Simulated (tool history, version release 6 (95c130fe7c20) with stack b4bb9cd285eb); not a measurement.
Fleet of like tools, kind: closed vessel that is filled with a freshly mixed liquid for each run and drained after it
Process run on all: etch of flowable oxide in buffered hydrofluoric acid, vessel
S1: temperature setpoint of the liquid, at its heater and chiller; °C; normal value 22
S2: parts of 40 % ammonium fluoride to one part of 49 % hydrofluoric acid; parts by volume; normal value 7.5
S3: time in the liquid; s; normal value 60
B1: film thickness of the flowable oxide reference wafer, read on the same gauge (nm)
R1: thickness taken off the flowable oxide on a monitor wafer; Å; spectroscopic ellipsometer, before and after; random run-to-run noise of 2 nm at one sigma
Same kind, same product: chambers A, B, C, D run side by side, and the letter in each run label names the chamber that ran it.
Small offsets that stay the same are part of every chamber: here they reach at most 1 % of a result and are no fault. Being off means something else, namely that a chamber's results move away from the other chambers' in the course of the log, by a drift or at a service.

| run | hour | S1 | S2 | S3 | B1 | R1 |
|---|---|---|---|---|---|---|
|  | 4.2 | chamber A: hydrofluoric acid flow meter replaced |
| 1A | 6.2 | 22 | 7.5 | 60 | 129.99 | 2777.3 |
| 2B | 11.7 | 22 | 7.5 | 60 | 130.04 | 2767.5 |
| 3C | 15.1 | 22 | 7.5 | 60 | 129.99 | 2817.1 |
| 4D | 20.8 | 22 | 7.5 | 60 | 130.01 | 2757.6 |
| 5C | 24.7 | 22 | 7.5 | 60 | 129.98 | 2839.8 |
| 6B | 30.4 | 22 | 7.5 | 60 | 130 | 2823.2 |
| 7D | 36.1 | 22 | 7.5 | 60 | 130.01 | 2797.8 |
| 8A | 42.6 | 22 | 7.5 | 60 | 130 | 2728.4 |
| 9B | 46.7 | 22 | 7.5 | 60 | 129.99 | 2843 |
| 10D | 50 | 22 | 7.5 | 60 | 130.01 | 2788.5 |
| 11C | 55.6 | 22 | 7.5 | 60 | 130.01 | 2843.2 |
| 12A | 60.2 | 22 | 7.5 | 60 | 129.98 | 2773 |
| 13D | 63.8 | 22 | 7.5 | 60 | 129.98 | 2765.1 |
| 14B | 67.3 | 22 | 5.5 | 90 | 129.99 | 5739.1 |
| 15C | 74 | 22 | 5.5 | 90 | 130 | 5679.2 |
|  | 79 | chamber D: thermometer replaced |
| 16A | 79.3 | 22 | 5.5 | 90 | 130.03 | 5495.3 |
| 17A | 83.6 | 22 | 5.5 | 90 | 130 | 5542.9 |
| 18D | 90.8 | 22 | 7.5 | 60 | 130.01 | 2785.9 |
| 19B | 97.4 | 22 | 7.5 | 60 | 130.02 | 2908.3 |
| 20C | 103.6 | 22 | 10 | 60 | 130.01 | 2156.3 |
| 21D | 108.6 | 22 | 10 | 60 | 130.02 | 2120.7 |
|  | 109.2 | chamber A: thermometer replaced |
| 22A | 112.6 | 22 | 10 | 60 | 130.01 | 2132.1 |
| 23C | 119.4 | 22 | 10 | 60 | 130.02 | 2192.8 |
| 24B | 124.9 | 22 | 7.5 | 60 | 129.99 | 3015.2 |
| 25C | 129.8 | 22 | 7.5 | 60 | 129.99 | 2829.8 |
| 26B | 137.1 | 22 | 7.5 | 60 | 130 | 2992.8 |
| 27D | 141.2 | 22 | 7.5 | 60 | 129.99 | 2777.9 |
| 28A | 146.7 | 22 | 7.5 | 60 | 129.99 | 2814.1 |
| 29A | 152.3 | 22 | 7.5 | 60 | 129.96 | 2797.5 |

Is one chamber off against the others, does the gauge drift, or is nothing wrong? If a chamber is off, say which, and what the likeliest cause is.

Chamber B drifts away from the others.
Likeliest cause: liquid hotter than its thermometer reads (K) = 1.72.
From this log alone, it may not be told apart from: hydrofluoric acid flow above the setpoint (%).

Which of the 4 candidates below, each the usual settings with something changed and its results left as question marks, puts chamber B back in line with what the other chambers give on the usual settings?
In line here means within this much of the mean the other chambers give on the usual settings: R1 71 Å
| 30B-1 | 157.7 | 22.5 | 7.5 | 70 |  | ? |
| 30B-2 | 157.7 | 22.5 | 7 | 60 |  | ? |
| 30B-3 | 157.7 | 21 | 8.5 | 60 |  | ? |
| 30B-4 | 157.7 | 22 | 7.5 | 55 |  | ? |

What the other chambers average on the usual settings: R1 2790.6 Å
| run | R1 |
|---|---|
| 30B-1 | 3674.4 |
| 30B-2 | 3393.6 |
| 30B-3 | 2532.1 |
| 30B-4 | 2809.5 |
30B-4 puts the chamber back in line with the other chambers.
